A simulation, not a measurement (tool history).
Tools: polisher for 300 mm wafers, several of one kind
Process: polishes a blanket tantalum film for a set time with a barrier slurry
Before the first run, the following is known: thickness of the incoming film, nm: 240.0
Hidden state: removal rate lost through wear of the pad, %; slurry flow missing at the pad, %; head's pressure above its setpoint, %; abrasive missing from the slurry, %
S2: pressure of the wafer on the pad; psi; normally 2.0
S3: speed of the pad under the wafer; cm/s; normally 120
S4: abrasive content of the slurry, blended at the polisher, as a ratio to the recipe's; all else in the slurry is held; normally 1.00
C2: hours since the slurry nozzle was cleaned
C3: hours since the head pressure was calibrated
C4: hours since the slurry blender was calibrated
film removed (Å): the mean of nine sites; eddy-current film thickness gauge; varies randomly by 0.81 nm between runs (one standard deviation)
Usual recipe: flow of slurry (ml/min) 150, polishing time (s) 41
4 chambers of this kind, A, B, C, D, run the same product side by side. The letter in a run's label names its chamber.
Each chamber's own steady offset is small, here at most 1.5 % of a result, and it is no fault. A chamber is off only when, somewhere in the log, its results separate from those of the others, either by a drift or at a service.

-- hour=8.5 chamber C: worn pad replaced by a new one
run 1B hour=11.5 | flow_of_slurry_(ml/min)=150 S2=2.0 S3=120 S4=1.00 polishing_time_(s)=41 | wafers_polished_on_this_pad=235 C2=124.1 C3=33.8 C4=197.0 | film_removed_(Å)=861.05
run 2A hour=24.9 | flow_of_slurry_(ml/min)=150 S2=2.0 S3=120 S4=1.00 polishing_time_(s)=41 | wafers_polished_on_this_pad=301 C2=256.8 C3=993.1 C4=38.4 | film_removed_(Å)=870.20
-- hour=36.9 chamber D: worn pad replaced by a new one
run 3C hour=39.4 | flow_of_slurry_(ml/min)=150 S2=2.0 S3=120 S4=1.00 polishing_time_(s)=41 | wafers_polished_on_this_pad=259 C2=60.6 C3=415.7 C4=102.1 | film_removed_(Å)=867.01
run 4D hour=51.8 | flow_of_slurry_(ml/min)=150 S2=2.0 S3=120 S4=1.00 polishing_time_(s)=41 | wafers_polished_on_this_pad=125 C2=97.6 C3=391.4 C4=158.7 | film_removed_(Å)=867.69
run 5B hour=63.2 | flow_of_slurry_(ml/min)=150 S2=2.0 S3=120 S4=1.00 polishing_time_(s)=41 | wafers_polished_on_this_pad=669 C2=175.8 C3=85.5 C4=248.7 | film_removed_(Å)=852.19
run 6D hour=72.4 | flow_of_slurry_(ml/min)=150 S2=2.0 S3=120 S4=1.00 polishing_time_(s)=41 | wafers_polished_on_this_pad=298 C2=118.2 C3=412.0 C4=179.3 | film_removed_(Å)=866.45
run 7A hour=81.1 | flow_of_slurry_(ml/min)=150 S2=2.0 S3=120 S4=1.00 polishing_time_(s)=41 | wafers_polished_on_this_pad=772 C2=313.0 C3=1049.3 C4=94.6 | film_removed_(Å)=865.77
-- hour=83.6 chamber B: worn pad replaced by a new one
-- hour=88.3 chamber C: worn pad replaced by a new one
run 8C hour=93.8 | flow_of_slurry_(ml/min)=150 S2=2.0 S3=120 S4=1.00 polishing_time_(s)=41 | wafers_polished_on_this_pad=46 C2=115.0 C3=470.1 C4=156.5 | film_removed_(Å)=861.37
run 9C hour=106.6 | flow_of_slurry_(ml/min)=170 S2=2.4 S3=120 S4=1.00 polishing_time_(s)=41 | wafers_polished_on_this_pad=154 C2=127.8 C3=482.9 C4=169.3 | film_removed_(Å)=1041.00
run 10B hour=114.8 | flow_of_slurry_(ml/min)=170 S2=2.4 S3=120 S4=1.00 polishing_time_(s)=41 | wafers_polished_on_this_pad=262 C2=227.4 C3=137.1 C4=300.3 | film_removed_(Å)=1055.10
run 11A hour=127.4 | flow_of_slurry_(ml/min)=170 S2=2.4 S3=120 S4=1.00 polishing_time_(s)=41 | wafers_polished_on_this_pad=1160 C2=359.3 C3=1095.6 C4=140.9 | film_removed_(Å)=1078.10
-- hour=139.6 chamber A: worn pad replaced by a new one
run 12D hour=140.2 | flow_of_slurry_(ml/min)=170 S2=2.4 S3=120 S4=1.00 polishing_time_(s)=41 | wafers_polished_on_this_pad=866 C2=186.0 C3=479.8 C4=247.1 | film_removed_(Å)=1047.20
run 13A hour=154.0 | flow_of_slurry_(ml/min)=175 S2=2.0 S3=120 S4=1.00 polishing_time_(s)=41 | wafers_polished_on_this_pad=121 C2=385.9 C3=1122.2 C4=167.5 | film_removed_(Å)=905.95
run 14D hour=164.3 | flow_of_slurry_(ml/min)=175 S2=2.0 S3=120 S4=1.00 polishing_time_(s)=41 | wafers_polished_on_this_pad=1068 C2=210.1 C3=503.9 C4=271.2 | film_removed_(Å)=880.64
-- hour=177.5 chamber A: head pressure recalibrated
run 15C hour=177.6 | flow_of_slurry_(ml/min)=175 S2=2.0 S3=120 S4=1.00 polishing_time_(s)=41 | wafers_polished_on_this_pad=749 C2=198.8 C3=553.9 C4=240.3 | film_removed_(Å)=878.30
-- hour=183.5 chamber C: worn pad replaced by a new one
-- hour=184.2 chamber B: worn pad replaced by a new one
-- hour=184.5 chamber A: slurry nozzle cleaned
run 16B hour=185.1 | flow_of_slurry_(ml/min)=175 S2=2.0 S3=120 S4=1.00 polishing_time_(s)=41 | wafers_polished_on_this_pad=7 C2=297.7 C3=207.4 C4=370.6 | film_removed_(Å)=896.54
run 17C hour=194.9 | flow_of_slurry_(ml/min)=150 S2=2.0 S3=120 S4=1.00 polishing_time_(s)=41 | wafers_polished_on_this_pad=96 C2=216.1 C3=571.2 C4=257.6 | film_removed_(Å)=843.54
run 18A hour=203.9 | flow_of_slurry_(ml/min)=150 S2=2.0 S3=120 S4=1.00 polishing_time_(s)=41 | wafers_polished_on_this_pad=539 C2=19.5 C3=26.4 C4=217.4 | film_removed_(Å)=876.62
-- hour=208.9 chamber D: slurry nozzle cleaned
-- hour=210.3 chamber D: worn pad replaced by a new one
run 19B hour=214.2 | flow_of_slurry_(ml/min)=150 S2=2.0 S3=120 S4=1.00 polishing_time_(s)=34 | wafers_polished_on_this_pad=251 C2=326.8 C3=236.5 C4=399.7 | film_removed_(Å)=711.38
run 20D hour=225.3 | flow_of_slurry_(ml/min)=150 S2=2.0 S3=120 S4=1.00 polishing_time_(s)=34 | wafers_polished_on_this_pad=126 C2=16.4 C3=564.9 C4=332.2 | film_removed_(Å)=702.50
run 21B hour=236.8 | flow_of_slurry_(ml/min)=150 S2=2.0 S3=120 S4=1.00 polishing_time_(s)=34 | wafers_polished_on_this_pad=441 C2=349.4 C3=259.1 C4=422.3 | film_removed_(Å)=720.03
-- hour=242.8 chamber C: slurry nozzle cleaned
-- hour=247.4 chamber B: slurry blender recalibrated
run 22D hour=251.6 | flow_of_slurry_(ml/min)=150 S2=2.0 S3=120 S4=1.00 polishing_time_(s)=34 | wafers_polished_on_this_pad=346 C2=42.7 C3=591.2 C4=358.5 | film_removed_(Å)=697.59
run 23A hour=262.8 | flow_of_slurry_(ml/min)=150 S2=2.0 S3=120 S4=1.00 polishing_time_(s)=41 | wafers_polished_on_this_pad=1033 C2=78.4 C3=85.3 C4=276.3 | film_removed_(Å)=857.19
run 24C hour=275.9 | flow_of_slurry_(ml/min)=150 S2=2.0 S3=120 S4=1.00 polishing_time_(s)=41 | wafers_polished_on_this_pad=775 C2=33.1 C3=652.2 C4=338.6 | film_removed_(Å)=863.25
-- hour=282.7 chamber C: worn pad replaced by a new one
-- hour=284.1 chamber B: worn pad replaced by a new one
run 25B hour=289.8 | flow_of_slurry_(ml/min)=150 S2=2.0 S3=120 S4=1.00 polishing_time_(s)=41 | wafers_polished_on_this_pad=48 C2=402.4 C3=312.1 C4=42.4 | film_removed_(Å)=863.46
run 26C hour=301.7 | flow_of_slurry_(ml/min)=150 S2=2.0 S3=120 S4=1.00 polishing_time_(s)=41 | wafers_polished_on_this_pad=159 C2=58.9 C3=678.0 C4=364.4 | film_removed_(Å)=865.76
-- hour=305.7 chamber A: worn pad replaced by a new one
-- hour=306.3 chamber D: head pressure recalibrated
run 27A hour=316.2 | flow_of_slurry_(ml/min)=115 S2=2.0 S3=120 S4=1.00 polishing_time_(s)=50 | wafers_polished_on_this_pad=88 C2=131.8 C3=138.7 C4=329.7 | film_removed_(Å)=996.85
-- hour=329.0 chamber B: slurry nozzle cleaned
run 28D hour=330.6 | flow_of_slurry_(ml/min)=115 S2=2.0 S3=120 S4=1.00 polishing_time_(s)=50 | wafers_polished_on_this_pad=1008 C2=121.7 C3=24.3 C4=437.5 | film_removed_(Å)=929.96
run 29B hour=344.1 | flow_of_slurry_(ml/min)=115 S2=2.0 S3=120 S4=1.00 polishing_time_(s)=50 | wafers_polished_on_this_pad=503 C2=15.1 C3=366.4 C4=96.7 | film_removed_(Å)=993.54
-- hour=348.7 chamber C: slurry blender recalibrated
run 30C hour=357.8 | flow_of_slurry_(ml/min)=115 S2=2.0 S3=120 S4=1.00 polishing_time_(s)=50 | wafers_polished_on_this_pad=629 C2=115.0 C3=734.1 C4=9.2 | film_removed_(Å)=994.64
-- hour=363.5 chamber C: worn pad replaced by a new one
run 31D hour=372.6 | flow_of_slurry_(ml/min)=150 S2=2.0 S3=120 S4=0.75 polishing_time_(s)=41 | wafers_polished_on_this_pad=1360 C2=163.7 C3=66.3 C4=479.5 | film_removed_(Å)=724.41
-- hour=374.0 chamber B: head pressure recalibrated
-- hour=376.9 chamber D: worn pad replaced by a new one
run 32A hour=381.3 | flow_of_slurry_(ml/min)=150 S2=2.0 S3=120 S4=0.75 polishing_time_(s)=41 | wafers_polished_on_this_pad=634 C2=196.9 C3=203.8 C4=394.8 | film_removed_(Å)=799.28
-- hour=388.6 chamber B: worn pad replaced by a new one
run 33A hour=390.4 | flow_of_slurry_(ml/min)=150 S2=2.0 S3=120 S4=0.75 polishing_time_(s)=41 | wafers_polished_on_this_pad=710 C2=206.0 C3=212.9 C4=403.9 | film_removed_(Å)=784.59
-- hour=396.3 chamber A: slurry blender recalibrated
run 34D hour=398.5 | flow_of_slurry_(ml/min)=150 S2=2.0 S3=120 S4=0.75 polishing_time_(s)=41 | wafers_polished_on_this_pad=181 C2=189.6 C3=92.2 C4=505.4 | film_removed_(Å)=702.46
run 35B hour=404.9 | flow_of_slurry_(ml/min)=150 S2=2.0 S3=120 S4=1.00 polishing_time_(s)=41 | wafers_polished_on_this_pad=136 C2=75.9 C3=31.0 C4=157.5 | film_removed_(Å)=860.78
-- hour=406.4 chamber D: slurry nozzle cleaned
run 36C hour=412.0 | flow_of_slurry_(ml/min)=150 S2=2.0 S3=120 S4=1.00 polishing_time_(s)=41 | wafers_polished_on_this_pad=407 C2=169.2 C3=788.3 C4=63.4 | film_removed_(Å)=865.14
run 37A hour=423.3 | flow_of_slurry_(ml/min)=150 S2=2.0 S3=120 S4=1.00 polishing_time_(s)=41 | wafers_polished_on_this_pad=986 C2=238.9 C3=245.8 C4=27.1 | film_removed_(Å)=870.73
run 38C hour=431.8 | flow_of_slurry_(ml/min)=150 S2=2.0 S3=120 S4=1.00 polishing_time_(s)=41 | wafers_polished_on_this_pad=573 C2=189.0 C3=808.1 C4=83.2 | film_removed_(Å)=861.06
run 39B hour=438.7 | flow_of_slurry_(ml/min)=150 S2=2.0 S3=120 S4=1.00 polishing_time_(s)=41 | wafers_polished_on_this_pad=420 C2=109.7 C3=64.8 C4=191.3 | film_removed_(Å)=856.94
run 40D hour=448.4 | flow_of_slurry_(ml/min)=150 S2=2.0 S3=120 S4=1.00 polishing_time_(s)=41 | wafers_polished_on_this_pad=599 C2=42.1 C3=142.1 C4=555.3 | film_removed_(Å)=776.96

Is one chamber off against the others, does the gauge drift, or is nothing wrong? If a chamber is off, say which, and what the likeliest cause is.

Little by little, chamber D moves away from the other chambers.
Cause: abrasive missing from the slurry, % = 29.8.

Chamber D could run next with any of the 4 candidate recipes listed below; each alters the usual settings, and their results appear as question marks. Which one brings its results back in line with what the other chambers deliver on the usual settings?
Allowed miss from the other chambers' usual-settings mean, per result, to count as in line: film removed (Å) 28.00
run 41D-1 hour=459.0 | flow_of_slurry_(ml/min)=150 S2=2.0 S3=120 S4=1.00 polishing_time_(s)=43 | film_removed_(Å)=?
run 41D-2 hour=459.0 | flow_of_slurry_(ml/min)=150 S2=2.0 S3=108 S4=1.00 polishing_time_(s)=41 | film_removed_(Å)=?
run 41D-3 hour=459.0 | flow_of_slurry_(ml/min)=150 S2=2.0 S3=114 S4=1.00 polishing_time_(s)=41 | film_removed_(Å)=?
run 41D-4 hour=459.0 | flow_of_slurry_(ml/min)=150 S2=2.1 S3=124 S4=1.00 polishing_time_(s)=42 | film_removed_(Å)=?

Average result of the remaining chambers running the usual settings: film removed (Å) 866.90
run=41D-1 film_removed_(Å)=814.02
run=41D-2 film_removed_(Å)=698.12
run=41D-3 film_removed_(Å)=737.14
run=41D-4 film_removed_(Å)=862.21
41D-4 puts the chamber back in line with the other chambers.
